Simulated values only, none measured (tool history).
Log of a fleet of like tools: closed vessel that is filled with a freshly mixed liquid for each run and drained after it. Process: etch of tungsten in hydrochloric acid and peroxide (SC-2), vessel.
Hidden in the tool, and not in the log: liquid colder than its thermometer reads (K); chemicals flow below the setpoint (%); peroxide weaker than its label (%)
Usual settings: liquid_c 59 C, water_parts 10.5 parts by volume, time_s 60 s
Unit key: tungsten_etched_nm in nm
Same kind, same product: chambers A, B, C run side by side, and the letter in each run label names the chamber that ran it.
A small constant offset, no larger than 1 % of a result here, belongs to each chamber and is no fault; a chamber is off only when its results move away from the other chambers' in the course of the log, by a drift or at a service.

run   hour  liquid_c  water_parts  time_s  hours since the thermometer was replaced  hours since the chemicals flow meter was replaced  hours since the drum of peroxide was connected  read-back film thickness of the tungsten reference wafer, read on the same gauge (nm)  tungsten_etched_nm
 1C    9.1        59         10.5      60                                     181.4                                             1850.7                                            85.0                                                                                 79.987              31.892
 2B   16.5        59         10.5      60                                     293.0                                              176.8                                           743.8                                                                                 79.985              31.897
 3A   26.0        59         10.5      60                                     697.5                                              368.9                                          1039.8                                                                                 80.009              32.026
 4A   32.4        59         10.5      60                                     703.9                                              375.3                                          1046.2                                                                                 80.035              31.797
 5C   37.3        59         10.5      60                                     209.6                                             1878.9                                           113.2                                                                                 79.973              31.996
 6B   45.6        59         14.5      85                                     322.1                                              205.9                                           772.9                                                                                 79.971              34.364
 7B   51.5        59         14.5      85                                     328.0                                              211.8                                           778.8                                                                                 79.987              34.004
 8A   59.7        59         14.5      85                                     731.2                                              402.6                                          1073.5                                                                                 80.005              34.532
 9C   68.0        59         10.5      60                                     240.3                                             1909.6                                           143.9                                                                                 79.968              31.839
10A   73.4        59         10.5      60                                     744.9                                              416.3                                          1087.2                                                                                 79.988              31.800
11B   82.9        59         10.5      60                                     359.4                                              243.2                                           810.2                                                                                 80.015              31.981
12C   92.8        59         10.5      60                                     265.1                                             1934.4                                           168.7                                                                                 80.014              32.085
13C  101.0        59         14.0      90                                     273.3                                             1942.6                                           176.9                                                                                 79.970              37.375
14A  106.0        59         14.0      90                                     777.5                                              448.9                                          1119.8                                                                                 80.037              37.306
15B  116.8        59         14.0      90                                     393.3                                              277.1                                           844.1                                                                                 80.001              37.063
16C  121.8        59         10.5      60                                     294.1                                             1963.4                                           197.7                                                                                 79.980              32.157
     123.4  -- chamber A: new drum of peroxide connected
17B  128.0        59         10.5      60                                     404.5                                              288.3                                           855.3                                                                                 80.000              31.552
18A  135.4        59         10.5      60                                     806.9                                              478.3                                            12.0                                                                                 79.940              31.612
19C  140.3        59         10.5      60                                     312.6                                             1981.9                                           216.2                                                                                 80.031              31.874
20B  149.2        59         10.5      60                                     425.7                                              309.5                                           876.5                                                                                 79.990              31.221
21A  156.7        59         10.5      60                                     828.2                                              499.6                                            33.3                                                                                 80.044              31.463
22C  165.8        59         10.5      60                                     338.1                                             2007.4                                           241.7                                                                                 79.985              31.989
23A  172.8        59         10.5      60                                     844.3                                              515.7                                            49.4                                                                                 80.028              31.955
24B  178.1        59         10.5      60                                     454.6                                              338.4                                           905.4                                                                                 80.045              30.689
25C  188.0        68         10.5      60                                     360.3                                             2029.6                                           263.9                                                                                 80.011              55.523
26B  192.9        68         10.5      60                                     469.4                                              353.2                                           920.2                                                                                 80.014              54.046
27A  202.9        68         10.5      60                                     874.4                                              545.8                                            79.5                                                                                 79.997              55.953
28C  207.9        59         10.5      60                                     380.2                                             2049.5                                           283.8                                                                                 79.969              32.304
29A  218.9        59         10.5      60                                     890.4                                              561.8                                            95.5                                                                                 80.011              31.570
30B  225.8        59         10.5      60                                     502.3                                              386.1                                           953.1                                                                                 79.967              30.166
31B  236.0        59         10.5      60                                     512.5                                              396.3                                           963.3                                                                                 80.046              30.188
32A  241.9        59         10.5      60                                     913.4                                              584.8                                           118.5                                                                                 80.009              31.769
33C  252.3        59         10.5      60                                     424.6                                             2093.9                                           328.2                                                                                 80.005              31.875
34A  260.2        59         10.5      60                                     931.7                                              603.1                                           136.8                                                                                 79.970              31.991
35C  270.4        59         10.5      60                                     442.7                                             2112.0                                           346.3                                                                                 79.993              31.859
36B  276.5        59         10.5      60                                     553.0                                              436.8                                          1003.8                                                                                 79.981              29.539

For the next run the whole fleet of 3 chambers uses the same settings. Give each chamber's results:
37A  284.5        59          9.0      60                                                                                                                                                                                                                                                       ?
37B  284.5        59          9.0      60                                                                                                                                                                                                                                                       ?
37C  284.5        59          9.0      60                                                                                                                                                                                                                                                       ?

run  tungsten_etched_nm
37A              35.791
37B              33.618
37C              36.453
